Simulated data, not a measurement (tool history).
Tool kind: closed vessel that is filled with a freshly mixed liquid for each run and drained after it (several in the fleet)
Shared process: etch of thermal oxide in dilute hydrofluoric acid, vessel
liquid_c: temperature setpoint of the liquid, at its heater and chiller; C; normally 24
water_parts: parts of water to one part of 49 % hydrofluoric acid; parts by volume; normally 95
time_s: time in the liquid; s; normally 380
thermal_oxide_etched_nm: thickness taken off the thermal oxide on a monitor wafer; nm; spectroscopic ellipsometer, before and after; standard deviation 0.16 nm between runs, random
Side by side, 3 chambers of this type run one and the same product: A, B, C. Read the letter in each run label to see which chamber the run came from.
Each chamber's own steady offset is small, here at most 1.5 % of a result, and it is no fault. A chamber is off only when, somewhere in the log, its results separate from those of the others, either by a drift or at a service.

run   hour  liquid_c  water_parts  time_s  read-back film thickness of the thermal oxide reference wafer, read on the same gauge (nm)  thermal_oxide_etched_nm
 1C    4.1        24           95     380                                                                                      59.976                   18.701
 2B    7.2        24           95     380                                                                                      60.007                   18.751
 3A   10.6        24           95     380                                                                                      59.997                   19.036
 4C   13.1        24           95     380                                                                                      59.965                   18.774
 5B   16.4        24           95     380                                                                                       59.99                   18.813
 6A   19.3        24           95     380                                                                                      59.993                    18.97
 7B   21.6        24           95     380                                                                                      59.984                   18.595
 8A   23.7        24           95     380                                                                                      60.018                   19.057
 9C     26        24           95     380                                                                                      59.996                   18.635
10B   29.2        24           95     380                                                                                      60.007                   18.982
11A   33.3        24           95     380                                                                                      60.041                   18.633
12C   37.2        24           95     380                                                                                      59.972                   19.069
13B   41.1        24           95     380                                                                                      59.977                   18.694
14C   43.2        24          125     380                                                                                      60.013                   14.075
15A   45.7        24          125     380                                                                                      60.023                   13.667
16B   47.9        24          125     380                                                                                      60.003                   13.582
17C   52.1        24           95     380                                                                                      60.005                   19.099
18A   54.3        21           75     380                                                                                      60.021                   21.587
19A   56.7        21           75     380                                                                                      60.025                   21.625
20C   60.7        21           75     380                                                                                      60.007                   21.387
21B   64.9        26           95     515                                                                                      59.987                   27.697
22B   67.8        26           95     515                                                                                      59.991                   27.632
23A   70.1        26           95     515                                                                                       60.01                   27.149
24C     73        24           95     380                                                                                      59.997                   18.799
25B   75.8        24           95     380                                                                                      59.998                   18.446
26C     78        24           95     380                                                                                      60.019                   18.797
27A   81.6        24           95     380                                                                                      59.963                   18.162
28B   85.9        24           95     380                                                                                      59.962                   18.671
29A   87.9        24           95     380                                                                                      60.005                   18.227
30C   89.8        24           95     380                                                                                      60.001                   18.885
31B   93.1        24           95     380                                                                                      59.997                   18.665
32A   95.5        24           95     380                                                                                      59.999                   18.084
33C   97.8        24           95     535                                                                                      59.986                   26.348
34C  100.2        24           95     535                                                                                      60.035                   26.692
35B  103.8        24           95     535                                                                                      60.002                   26.161
36A  107.5        24           95     380                                                                                      60.006                   17.608
37C  110.5        24           95     380                                                                                      60.008                   18.878
38B  114.3      20.5          115     380                                                                                      60.013                   13.196
39A  116.6      20.5          115     380                                                                                      59.988                   12.293
40B  118.7      20.5          115     380                                                                                      60.006                   13.019

One chamber off, gauge drift, or nothing amiss beyond the chambers' own small offsets? If it is a chamber, which one, and what is the likeliest cause?

It is chamber A that slowly wanders off from its peers.
What lies behind it: liquid colder than its thermometer reads (K) = 1.94.
The log may not tell that from: hydrofluoric acid flow below the setpoint (%).

Below are 4 candidate recipes for chamber A's next run, each the usual settings with a change, their results shown as question marks. Which of them brings A's results back in line with what the other chambers give on the usual settings?
In-line tolerance around the mean of the other chambers on the usual settings: thermal_oxide_etched_nm 0.56 nm
41A-1  121.8      25.5           95     380                                                                                                                    ?
41A-2  121.8        24           95     355                                                                                                                    ?
41A-3  121.8        24           95     385                                                                                                                    ?
41A-4  121.8        24           95     375                                                                                                                    ?

Usual-settings mean across the other chambers: thermal_oxide_etched_nm 18.84 nm
  run  thermal_oxide_etched_nm
41A-1                   18.644
41A-2                   16.392
41A-3                   17.777
41A-4                   17.315
41A-1 is the one that brings the chamber's results back in line with the other chambers.
